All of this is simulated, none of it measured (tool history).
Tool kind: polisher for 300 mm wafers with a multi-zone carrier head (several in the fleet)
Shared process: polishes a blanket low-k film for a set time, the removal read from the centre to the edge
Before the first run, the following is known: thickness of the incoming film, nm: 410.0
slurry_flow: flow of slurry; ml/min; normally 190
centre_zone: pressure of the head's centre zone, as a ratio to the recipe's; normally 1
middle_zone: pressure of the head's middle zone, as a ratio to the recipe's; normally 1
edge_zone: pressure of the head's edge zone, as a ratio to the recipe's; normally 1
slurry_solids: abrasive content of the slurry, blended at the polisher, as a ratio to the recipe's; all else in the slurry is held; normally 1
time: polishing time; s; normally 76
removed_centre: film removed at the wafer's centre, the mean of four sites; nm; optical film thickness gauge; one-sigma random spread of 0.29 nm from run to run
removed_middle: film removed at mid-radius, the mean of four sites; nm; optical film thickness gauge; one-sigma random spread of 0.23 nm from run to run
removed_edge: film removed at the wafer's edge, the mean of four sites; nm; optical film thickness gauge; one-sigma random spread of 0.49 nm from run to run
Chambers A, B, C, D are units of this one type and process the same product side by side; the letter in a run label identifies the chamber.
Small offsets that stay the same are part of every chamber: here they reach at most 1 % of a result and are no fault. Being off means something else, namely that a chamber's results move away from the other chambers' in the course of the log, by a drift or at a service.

{"hour": 2.3, "done": "chamber A: worn pad replaced by a new one"}
{"hour": 2.8, "done": "chamber D: worn pad replaced by a new one"}
{"run": "1C", "hour": 8.2, "slurry_flow": 190, "centre_zone": 1, "middle_zone": 1, "edge_zone": 1, "slurry_solids": 1, "time": 76, "removed_centre": 33.734, "removed_middle": 33.675, "removed_edge": 34.289}
{"hour": 13.6, "done": "chamber B: worn pad replaced by a new one"}
{"run": "2B", "hour": 19.5, "slurry_flow": 190, "centre_zone": 1, "middle_zone": 1, "edge_zone": 1, "slurry_solids": 1, "time": 76, "removed_centre": 34.877, "removed_middle": 34.506, "removed_edge": 33.758}
{"run": "3D", "hour": 27.4, "slurry_flow": 190, "centre_zone": 1, "middle_zone": 1, "edge_zone": 1, "slurry_solids": 1, "time": 76, "removed_centre": 34.683, "removed_middle": 33.668, "removed_edge": 34.488}
{"hour": 34.1, "done": "chamber A: centre zone pressure recalibrated"}
{"run": "4A", "hour": 38.6, "slurry_flow": 190, "centre_zone": 1, "middle_zone": 1, "edge_zone": 1, "slurry_solids": 1, "time": 76, "removed_centre": 33.338, "removed_middle": 34.262, "removed_edge": 34.32}
{"hour": 45.4, "done": "chamber C: worn pad replaced by a new one"}
{"run": "5A", "hour": 46.6, "slurry_flow": 190, "centre_zone": 1, "middle_zone": 1, "edge_zone": 1, "slurry_solids": 1, "time": 76, "removed_centre": 34.39, "removed_middle": 34.313, "removed_edge": 33.515}
{"run": "6B", "hour": 58.9, "slurry_flow": 190, "centre_zone": 1, "middle_zone": 1, "edge_zone": 1, "slurry_solids": 1, "time": 76, "removed_centre": 34.633, "removed_middle": 34.462, "removed_edge": 33.898}
{"hour": 64.2, "done": "chamber D: worn pad replaced by a new one"}
{"run": "7D", "hour": 66.3, "slurry_flow": 190, "centre_zone": 1, "middle_zone": 1, "edge_zone": 1, "slurry_solids": 1, "time": 76, "removed_centre": 34.394, "removed_middle": 34.328, "removed_edge": 34.677}
{"run": "8C", "hour": 72.7, "slurry_flow": 190, "centre_zone": 0.93, "middle_zone": 1, "edge_zone": 1, "slurry_solids": 1, "time": 76, "removed_centre": 31.115, "removed_middle": 34.297, "removed_edge": 34.01}
{"hour": 76.6, "done": "chamber C: edge zone pressure recalibrated"}
{"run": "9A", "hour": 80.7, "slurry_flow": 190, "centre_zone": 0.93, "middle_zone": 1, "edge_zone": 1, "slurry_solids": 1, "time": 76, "removed_centre": 31.142, "removed_middle": 33.895, "removed_edge": 35.083}
{"run": "10C", "hour": 89.4, "slurry_flow": 190, "centre_zone": 0.93, "middle_zone": 1, "edge_zone": 1, "slurry_solids": 1, "time": 76, "removed_centre": 31.179, "removed_middle": 33.934, "removed_edge": 33.725}
{"hour": 100.5, "done": "chamber A: worn pad replaced by a new one"}
{"run": "11D", "hour": 103.0, "slurry_flow": 190, "centre_zone": 0.93, "middle_zone": 1, "edge_zone": 1, "slurry_solids": 1, "time": 76, "removed_centre": 31.481, "removed_middle": 34.015, "removed_edge": 34.097}
{"hour": 105.2, "done": "chamber B: worn pad replaced by a new one"}
{"run": "12B", "hour": 112.8, "slurry_flow": 190, "centre_zone": 1, "middle_zone": 1, "edge_zone": 1, "slurry_solids": 1, "time": 76, "removed_centre": 34.648, "removed_middle": 34.341, "removed_edge": 33.865}
{"run": "13D", "hour": 119.7, "slurry_flow": 230, "centre_zone": 1, "middle_zone": 1, "edge_zone": 1.1, "slurry_solids": 1, "time": 76, "removed_centre": 35.558, "removed_middle": 34.927, "removed_edge": 36.291}
{"hour": 124.0, "done": "chamber D: worn pad replaced by a new one"}
{"hour": 125.6, "done": "chamber D: slurry nozzle cleaned"}
{"run": "14B", "hour": 127.2, "slurry_flow": 230, "centre_zone": 1, "middle_zone": 1, "edge_zone": 1.1, "slurry_solids": 1, "time": 76, "removed_centre": 35.73, "removed_middle": 35.573, "removed_edge": 35.889}
{"run": "15A", "hour": 133.3, "slurry_flow": 230, "centre_zone": 1, "middle_zone": 1, "edge_zone": 1.1, "slurry_solids": 1, "time": 76, "removed_centre": 35.635, "removed_middle": 34.795, "removed_edge": 36.798}
{"hour": 138.2, "done": "chamber C: worn pad replaced by a new one"}
{"hour": 138.7, "done": "chamber B: edge zone pressure recalibrated"}
{"run": "16C", "hour": 145.7, "slurry_flow": 230, "centre_zone": 1, "middle_zone": 1, "edge_zone": 1.1, "slurry_solids": 1, "time": 76, "removed_centre": 35.087, "removed_middle": 34.959, "removed_edge": 37.113}
{"hour": 147.7, "done": "chamber A: edge zone pressure recalibrated"}
{"run": "17D", "hour": 155.3, "slurry_flow": 190, "centre_zone": 1, "middle_zone": 1, "edge_zone": 1, "slurry_solids": 1.15, "time": 76, "removed_centre": 36.814, "removed_middle": 36.389, "removed_edge": 36.273}
{"run": "18C", "hour": 168.6, "slurry_flow": 190, "centre_zone": 1, "middle_zone": 1, "edge_zone": 1, "slurry_solids": 1.15, "time": 76, "removed_centre": 36.051, "removed_middle": 35.925, "removed_edge": 34.951}
{"hour": 180.6, "done": "chamber D: worn pad replaced by a new one"}
{"run": "19B", "hour": 181.0, "slurry_flow": 190, "centre_zone": 1, "middle_zone": 1, "edge_zone": 1, "slurry_solids": 1.15, "time": 76, "removed_centre": 36.68, "removed_middle": 36.433, "removed_edge": 36.258}
{"run": "20A", "hour": 187.3, "slurry_flow": 190, "centre_zone": 1, "middle_zone": 1, "edge_zone": 1, "slurry_solids": 1.15, "time": 76, "removed_centre": 35.931, "removed_middle": 36.329, "removed_edge": 36.093}
{"hour": 192.3, "done": "chamber B: worn pad replaced by a new one"}
{"run": "21C", "hour": 195.0, "slurry_flow": 190, "centre_zone": 1, "middle_zone": 1, "edge_zone": 1, "slurry_solids": 1, "time": 76, "removed_centre": 33.371, "removed_middle": 34.034, "removed_edge": 33.555}
{"run": "22B", "hour": 203.3, "slurry_flow": 190, "centre_zone": 0.96, "middle_zone": 1, "edge_zone": 0.92, "slurry_solids": 1, "time": 76, "removed_centre": 32.902, "removed_middle": 34.444, "removed_edge": 31.586}
{"hour": 210.0, "done": "chamber C: slurry nozzle cleaned"}
{"hour": 212.1, "done": "chamber A: worn pad replaced by a new one"}
{"run": "23D", "hour": 212.6, "slurry_flow": 190, "centre_zone": 0.96, "middle_zone": 1, "edge_zone": 0.92, "slurry_solids": 1, "time": 76, "removed_centre": 32.714, "removed_middle": 34.136, "removed_edge": 32.953}
{"hour": 217.2, "done": "chamber C: worn pad replaced by a new one"}
{"run": "24A", "hour": 219.2, "slurry_flow": 190, "centre_zone": 0.96, "middle_zone": 1, "edge_zone": 0.92, "slurry_solids": 1, "time": 76, "removed_centre": 32.652, "removed_middle": 34.352, "removed_edge": 32.066}
{"hour": 222.2, "done": "chamber B: slurry nozzle cleaned"}
{"run": "25C", "hour": 226.5, "slurry_flow": 190, "centre_zone": 0.96, "middle_zone": 1, "edge_zone": 0.92, "slurry_solids": 1, "time": 76, "removed_centre": 32.509, "removed_middle": 34.192, "removed_edge": 32.814}
{"run": "26D", "hour": 236.2, "slurry_flow": 190, "centre_zone": 1, "middle_zone": 1, "edge_zone": 1, "slurry_solids": 1, "time": 76, "removed_centre": 34.091, "removed_middle": 34.12, "removed_edge": 34.695}
{"run": "27A", "hour": 243.3, "slurry_flow": 190, "centre_zone": 1, "middle_zone": 1, "edge_zone": 1, "slurry_solids": 1, "time": 76, "removed_centre": 34.101, "removed_middle": 33.875, "removed_edge": 33.89}
{"run": "28B", "hour": 251.3, "slurry_flow": 190, "centre_zone": 1, "middle_zone": 1, "edge_zone": 1, "slurry_solids": 1, "time": 76, "removed_centre": 34.922, "removed_middle": 34.404, "removed_edge": 35.164}
{"hour": 251.5, "done": "chamber D: worn pad replaced by a new one"}
{"run": "29D", "hour": 262.2, "slurry_flow": 190, "centre_zone": 1, "middle_zone": 1, "edge_zone": 1, "slurry_solids": 1, "time": 76, "removed_centre": 34.459, "removed_middle": 34.241, "removed_edge": 33.858}
{"run": "30B", "hour": 275.3, "slurry_flow": 190, "centre_zone": 1, "middle_zone": 1, "edge_zone": 1, "slurry_solids": 1, "time": 76, "removed_centre": 34.475, "removed_middle": 34.422, "removed_edge": 34.504}
{"run": "31A", "hour": 284.1, "slurry_flow": 190, "centre_zone": 1, "middle_zone": 1, "edge_zone": 1, "slurry_solids": 1, "time": 76, "removed_centre": 34.083, "removed_middle": 34.247, "removed_edge": 35.117}

Is one chamber off against the others, does the gauge drift, or is nothing wrong? If a chamber is off, say which, and what the likeliest cause is.

No chamber stands off beyond its own small offset, and the gauge holds steady.
